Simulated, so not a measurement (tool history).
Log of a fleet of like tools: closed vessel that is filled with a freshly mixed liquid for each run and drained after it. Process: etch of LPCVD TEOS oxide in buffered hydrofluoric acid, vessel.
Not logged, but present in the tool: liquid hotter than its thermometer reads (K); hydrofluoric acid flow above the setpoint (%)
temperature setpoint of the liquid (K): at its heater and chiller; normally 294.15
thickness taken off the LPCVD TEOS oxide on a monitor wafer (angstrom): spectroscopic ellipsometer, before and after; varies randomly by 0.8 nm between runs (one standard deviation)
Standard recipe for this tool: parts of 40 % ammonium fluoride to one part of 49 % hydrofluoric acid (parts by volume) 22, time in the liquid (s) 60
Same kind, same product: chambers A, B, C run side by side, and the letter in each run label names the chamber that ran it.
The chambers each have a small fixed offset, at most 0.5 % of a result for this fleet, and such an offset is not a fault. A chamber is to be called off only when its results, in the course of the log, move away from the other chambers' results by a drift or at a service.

run   hour  temperature setpoint of the liquid (K)  parts of 40 % ammonium fluoride to one part of 49 % hydrofluoric acid (parts by volume)  time in the liquid (s)  hours since the thermometer was replaced  hours since the hydrofluoric acid flow meter was replaced  read-back film thickness of the LPCVD TEOS oxide reference wafer, read on the same gauge (nm)  thickness taken off the LPCVD TEOS oxide on a monitor wafer (angstrom)
 1C    6.9                                  294.15                                                                                       22                      60                                    2029.3                                                      513.2                                                                                         140.02                                                                  839.73
 2A   18.2                                  294.15                                                                                       22                      60                                     258.6                                                       27.5                                                                                         140.01                                                                  847.26
 3B   29.5                                  294.15                                                                                       22                      60                                    1749.4                                                     1047.3                                                                                         139.98                                                                  852.75
 4B   39.5                                  294.15                                                                                       22                      60                                    1759.4                                                     1057.3                                                                                         140.01                                                                  845.85
 5A   50.3                                  294.15                                                                                       22                      60                                     290.7                                                       59.6                                                                                         140.03                                                                  846.52
 6C   58.1                                  294.15                                                                                       25                      60                                    2080.5                                                      564.4                                                                                         140.00                                                                  785.31
 7C   69.2                                  294.15                                                                                       25                      60                                    2091.6                                                      575.5                                                                                         139.99                                                                  766.00
 8A   80.1                                  294.15                                                                                       25                      60                                     320.5                                                       89.4                                                                                         140.01                                                                  778.44
 9B   90.7                                  294.15                                                                                       22                      60                                    1810.6                                                     1108.5                                                                                         140.01                                                                  847.07
10B   99.5                                  294.15                                                                                       22                      60                                    1819.4                                                     1117.3                                                                                         139.99                                                                  851.47
11C  107.0                                  294.15                                                                                       22                      60                                    2129.4                                                      613.3                                                                                         139.99                                                                  857.03
12A  114.1                                  294.15                                                                                       22                      60                                     354.5                                                      123.4                                                                                         139.97                                                                  847.84
13B  123.6                                  294.15                                                                                       26                      80                                    1843.5                                                     1141.4                                                                                         140.00                                                                 1005.00
14A  129.7                                  294.15                                                                                       26                      80                                     370.1                                                      139.0                                                                                         139.97                                                                  985.79
15C  137.7                                  294.15                                                                                       26                      80                                    2160.1                                                      644.0                                                                                         140.00                                                                 1022.40
16B  144.1                                  294.15                                                                                       22                      60                                    1864.0                                                     1161.9                                                                                         139.99                                                                  854.12
17A  149.1                                  294.15                                                                                       22                      60                                     389.5                                                      158.4                                                                                         140.01                                                                  837.07
18C  158.0                                  294.15                                                                                       22                      60                                    2180.4                                                      664.3                                                                                         139.98                                                                  846.26
19C  164.0                                  294.15                                                                                       22                      60                                    2186.4                                                      670.3                                                                                         140.00                                                                  854.36
20A  172.8                                  294.15                                                                                       22                      60                                     413.2                                                      182.1                                                                                         140.02                                                                  846.22
21B  178.8                                  294.15                                                                                       22                      60                                    1898.7                                                     1196.6                                                                                         140.01                                                                  858.10
22B  187.3                                  294.15                                                                                       22                      60                                    1907.2                                                     1205.1                                                                                         139.98                                                                  883.46
23A  196.1                                  294.15                                                                                       22                      60                                     436.5                                                      205.4                                                                                         140.01                                                                  846.10
24C  203.2                                  294.15                                                                                       22                      60                                    2225.6                                                      709.5                                                                                         140.01                                                                  853.75
25B  210.4                                  294.15                                                                                       22                      60                                    1930.3                                                     1228.2                                                                                         140.00                                                                  881.30
26A  215.8                                  294.15                                                                                       22                      60                                     456.2                                                      225.1                                                                                         140.03                                                                  850.38
27C  227.1                                  290.15                                                                                       22                      35                                    2249.5                                                      733.4                                                                                         140.03                                                                  396.42
28B  235.4                                  290.15                                                                                       22                      35                                    1955.3                                                     1253.2                                                                                         140.00                                                                  420.09
29A  245.1                                  290.15                                                                                       22                      35                                     485.5                                                      254.4                                                                                         140.00                                                                  390.29
30C  253.4                                  294.15                                                                                       22                      60                                    2275.8                                                      759.7                                                                                         139.98                                                                  857.81
31A  259.9                                  294.15                                                                                       22                      60                                     500.3                                                      269.2                                                                                         140.04                                                                  851.98
32B  270.2                                  294.15                                                                                       22                      60                                    1990.1                                                     1288.0                                                                                         139.99                                                                  908.37
33C  275.9                                  294.15                                                                                       22                      60                                    2298.3                                                      782.2                                                                                         139.99                                                                  842.56
34B  282.6                                  294.15                                                                                       22                      60                                    2002.5                                                     1300.4                                                                                         139.99                                                                  917.11
35A  291.6                                  294.15                                                                                       22                      60                                     532.0                                                      300.9                                                                                         140.01                                                                  845.30
36C  301.5                                  294.15                                                                                       22                      60                                    2323.9                                                      807.8                                                                                         139.96                                                                  859.15
37A  309.5                                  294.15                                                                                       22                      60                                     549.9                                                      318.8                                                                                         139.98                                                                  837.08
38B  316.5                                  294.15                                                                                       22                      60                                    2036.4                                                     1334.3                                                                                         140.00                                                                  916.45
39C  321.9                                  294.15                                                                                       22                      75                                    2344.3                                                      828.2                                                                                         139.98                                                                 1056.40

Which is it: a chamber that has drifted or been left off by a service, a gauge drift common to all chambers, or only each chamber's usual small offset? If a chamber is off, name it and its likeliest cause.

Little by little, chamber B moves away from the other chambers.
Likeliest cause: liquid hotter than its thermometer reads (K) = 1.76.
The log might look much the same if the cause were instead: hydrofluoric acid flow above the setpoint (%).

Below are 4 candidate recipes for chamber B's next run, each the usual settings with a change, their results shown as question marks. Which of them brings B's results back in line with what the other chambers give on the usual settings?
To be in line, a result may differ from the other chambers' mean on the usual settings by at most: thickness taken off the LPCVD TEOS oxide on a monitor wafer (angstrom) 28.00
40B-1  330.2                                  294.65                                                                                     22.0                      65                                                                                                                                                                                                                                                                           ?
40B-2  330.2                                  294.15                                                                                     22.5                      55                                                                                                                                                                                                                                                                           ?
40B-3  330.2                                  297.65                                                                                     22.0                      60                                                                                                                                                                                                                                                                           ?
40B-4  330.2                                  294.15                                                                                     28.0                      60                                                                                                                                                                                                                                                                           ?

The other chambers' mean on the usual settings: thickness taken off the LPCVD TEOS oxide on a monitor wafer (angstrom) 846.94
  run  thickness taken off the LPCVD TEOS oxide on a monitor wafer (angstrom)
40B-1                                                                 1038.40
40B-2                                                                  842.15
40B-3                                                                 1125.80
40B-4                                                                  790.96
Change 40B-2 lands the chamber within the allowed miss of the other chambers.

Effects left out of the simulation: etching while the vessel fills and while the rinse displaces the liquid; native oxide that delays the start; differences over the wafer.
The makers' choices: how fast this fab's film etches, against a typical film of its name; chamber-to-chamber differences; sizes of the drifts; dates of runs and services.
